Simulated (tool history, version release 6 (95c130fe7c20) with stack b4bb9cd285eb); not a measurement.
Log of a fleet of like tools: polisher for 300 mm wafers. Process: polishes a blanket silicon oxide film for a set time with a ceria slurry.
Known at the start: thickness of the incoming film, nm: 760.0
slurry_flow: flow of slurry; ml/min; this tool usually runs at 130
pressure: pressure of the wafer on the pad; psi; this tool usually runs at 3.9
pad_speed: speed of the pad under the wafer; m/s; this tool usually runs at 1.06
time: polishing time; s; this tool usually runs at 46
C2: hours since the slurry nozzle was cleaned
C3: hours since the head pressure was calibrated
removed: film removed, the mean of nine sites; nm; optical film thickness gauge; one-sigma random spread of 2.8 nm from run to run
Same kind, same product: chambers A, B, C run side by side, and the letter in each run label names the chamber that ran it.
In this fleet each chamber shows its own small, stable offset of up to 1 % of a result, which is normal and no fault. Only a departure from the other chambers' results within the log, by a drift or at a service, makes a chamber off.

Run 1B, hour 11.6: usual settings; wafers polished on this pad 324; C2 12.5; C3 859.5. Result: removed 266.46 nm.
Run 2A, hour 21: usual settings; wafers polished on this pad 641; C2 55.1; C3 1140.3. Result: removed 264.36 nm.
At hour 30.9: chamber A: worn pad replaced by a new one.
Run 3C, hour 32.7: usual settings; wafers polished on this pad 425; C2 130.1; C3 204.7. Result: removed 269.66 nm.
Run 4B, hour 45.6: usual settings; wafers polished on this pad 743; C2 46.5; C3 893.5. Result: removed 256.55 nm.
Run 5C, hour 55.2: usual settings but pad_speed 0.78 m/s; wafers polished on this pad 703; C2 152.6; C3 227.2. Result: removed 197.54 nm.
Run 6A, hour 64.1: usual settings but pad_speed 0.78 m/s; wafers polished on this pad 409; C2 98.2; C3 1183.4. Result: removed 190.96 nm.
Run 7A, hour 72.5: usual settings but pad_speed 0.78 m/s; wafers polished on this pad 512; C2 106.6; C3 1191.8. Result: removed 190.56 nm.
Run 8B, hour 80: usual settings; wafers polished on this pad 1167; C2 80.9; C3 927.9. Result: removed 255.1 nm.
Run 9C, hour 91.6: usual settings; wafers polished on this pad 1151; C2 189; C3 263.6. Result: removed 271.58 nm.
Run 10B, hour 101.4: usual settings; wafers polished on this pad 1431; C2 102.3; C3 949.3. Result: removed 256.44 nm.
At hour 106: chamber A: worn pad replaced by a new one.
Run 11A, hour 114.1: usual settings; wafers polished on this pad 100; C2 148.2; C3 1233.4. Result: removed 271.36 nm.
At hour 120.2: chamber C: worn pad replaced by a new one.
Run 12C, hour 125.9: usual settings; wafers polished on this pad 70; C2 223.3; C3 297.9. Result: removed 265.24 nm.
Run 13C, hour 133: usual settings; wafers polished on this pad 157; C2 230.4; C3 305. Result: removed 269.47 nm.
At hour 136.8: chamber A: head pressure recalibrated.
At hour 137.2: chamber B: head pressure recalibrated.
Run 14A, hour 146.4: usual settings; wafers polished on this pad 498; C2 180.5; C3 9.7. Result: removed 264.9 nm.
Run 15B, hour 156.6: usual settings; wafers polished on this pad 2111; C2 157.5; C3 19.4. Result: removed 244.6 nm.
Run 16B, hour 167.3: usual settings; wafers polished on this pad 2243; C2 168.2; C3 30.1. Result: removed 247.47 nm.
Run 17C, hour 177.1: usual settings; wafers polished on this pad 701; C2 274.5; C3 349.1. Result: removed 264.62 nm.
At hour 177.9: chamber A: worn pad replaced by a new one.
Run 18A, hour 182.9: usual settings but time 32 s; wafers polished on this pad 62; C2 217; C3 46.2. Result: removed 182.42 nm.
Run 19C, hour 189.4: usual settings but time 32 s; wafers polished on this pad 852; C2 286.8; C3 361.4. Result: removed 186.38 nm.
Run 20B, hour 202.1: usual settings but time 32 s; wafers polished on this pad 2672; C2 203; C3 64.9. Result: removed 166.97 nm.

Is one chamber out of step, is the gauge drifting, or do the chambers differ by no more than their own small offsets? For an off chamber, give its letter and the likeliest cause.

It is chamber B that slowly wanders off from its peers.
Likeliest cause: removal rate lost through wear of the pad, % = 11.2.
The log might look much the same if the cause were instead: slurry flow missing at the pad, %.

Here are 4 candidates for chamber B's next run, each the usual settings with a change, their results left as question marks. Which one brings its results back in line with what the others give on the usual settings?
In-line tolerance around the mean of the other chambers on the usual settings: removed 9.7 nm
Run 21B-1, hour 211.7: usual settings but pad_speed 1.02 m/s. Result: removed ?.
Run 21B-2, hour 211.7: usual settings but pad_speed 1.08 m/s, time 47 s. Result: removed ?.
Run 21B-3, hour 211.7: usual settings but slurry_flow 135 ml/min, pressure 4.3 psi. Result: removed ?.
Run 21B-4, hour 211.7: usual settings but pressure 3.8 psi, pad_speed 1.02 m/s, time 44 s. Result: removed ?.

Usual-settings mean across the other chambers: removed 263.98 nm
  run  removed
21B-1   228.17
21B-2   246.95
21B-3    263.1
21B-4   212.74
21B-3 puts the chamber back in line with the other chambers.

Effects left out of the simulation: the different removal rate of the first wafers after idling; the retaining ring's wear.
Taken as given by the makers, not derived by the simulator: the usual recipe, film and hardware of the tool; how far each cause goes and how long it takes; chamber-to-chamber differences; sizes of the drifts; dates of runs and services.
